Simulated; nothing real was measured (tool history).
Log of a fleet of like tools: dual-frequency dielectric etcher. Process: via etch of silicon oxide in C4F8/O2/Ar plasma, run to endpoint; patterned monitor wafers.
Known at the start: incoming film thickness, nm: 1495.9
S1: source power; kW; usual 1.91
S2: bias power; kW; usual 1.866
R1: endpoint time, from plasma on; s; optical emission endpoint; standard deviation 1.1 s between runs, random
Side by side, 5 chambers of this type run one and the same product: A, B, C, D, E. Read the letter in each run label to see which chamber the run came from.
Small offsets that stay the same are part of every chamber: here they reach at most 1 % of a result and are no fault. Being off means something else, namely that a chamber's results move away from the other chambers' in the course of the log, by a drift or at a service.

| run | day | S1 | S2 | R1 |
|---|---|---|---|---|
| 1A | 0.242 | 1.91 | 1.866 | 304.63 |
|  | 0.333 | chamber B: wet clean of the chamber |
| 2B | 0.746 | 1.91 | 1.866 | 305.55 |
| 3C | 1.104 | 1.91 | 1.866 | 305.97 |
| 4D | 1.579 | 1.91 | 1.866 | 307.87 |
|  | 1.746 | chamber D: source power generator calibrated |
| 5E | 2.092 | 1.91 | 1.866 | 304.89 |
| 6C | 2.425 | 1.91 | 1.866 | 310.02 |
|  | 2.638 | chamber C: wet clean of the chamber |
| 7E | 2.846 | 1.91 | 1.866 | 308.6 |
| 8B | 3.35 | 2.13 | 2.049 | 284.41 |
| 9D | 3.779 | 2.13 | 2.049 | 285.94 |
| 10A | 4.246 | 2.13 | 2.049 | 282.04 |
|  | 4.596 | chamber A: bias power generator calibrated |
| 11A | 4.612 | 2.13 | 2.049 | 284.51 |
| 12D | 5.054 | 2.13 | 2.049 | 287.97 |
| 13B | 5.362 | 1.91 | 1.866 | 306.24 |
| 14C | 5.858 | 1.91 | 1.866 | 309.8 |
| 15E | 6.221 | 1.91 | 1.866 | 306.1 |
| 16A | 6.467 | 1.91 | 1.866 | 305.89 |
| 17B | 6.925 | 1.91 | 1.866 | 305.94 |
| 18E | 7.404 | 1.91 | 1.866 | 306.54 |
| 19D | 7.712 | 1.91 | 1.866 | 307.79 |
|  | 7.929 | chamber A: source power generator calibrated |
| 20C | 8.125 | 1.91 | 1.866 | 309.02 |
|  | 8.283 | chamber A: wet clean of the chamber |
| 21B | 8.508 | 1.52 | 2.233 | 320.01 |
| 22D | 8.854 | 1.52 | 2.233 | 319.12 |
| 23C | 9.25 | 1.52 | 2.233 | 323.34 |
| 24A | 9.508 | 1.52 | 2.233 | 309.29 |
| 25E | 9.983 | 1.52 | 2.233 | 320.1 |
| 26C | 10.438 | 1.75 | 2.163 | 306.45 |
| 27E | 10.975 | 1.75 | 2.163 | 304.49 |
| 28A | 11.308 | 1.75 | 2.163 | 296.83 |
| 29D | 11.583 | 1.75 | 2.163 | 305.46 |
| 30B | 12.117 | 1.75 | 2.163 | 303.9 |
| 31C | 12.588 | 1.91 | 1.866 | 309.87 |
| 32A | 13 | 1.91 | 1.866 | 297.23 |
| 33E | 13.467 | 1.91 | 1.866 | 306.54 |
| 34D | 13.858 | 1.91 | 1.866 | 305.22 |

All chambers now run identical settings, listed one chamber a line with results as question marks. What results will each chamber show?
| 35A | 14.246 | 1.91 | 1.411 | ? |
| 35B | 14.246 | 1.91 | 1.411 | ? |
| 35C | 14.246 | 1.91 | 1.411 | ? |
| 35D | 14.246 | 1.91 | 1.411 | ? |
| 35E | 14.246 | 1.91 | 1.411 | ? |

| run | R1 |
|---|---|
| 35A | 322.03 |
| 35B | 330.15 |
| 35C | 332.59 |
| 35D | 331.17 |
| 35E | 332.12 |
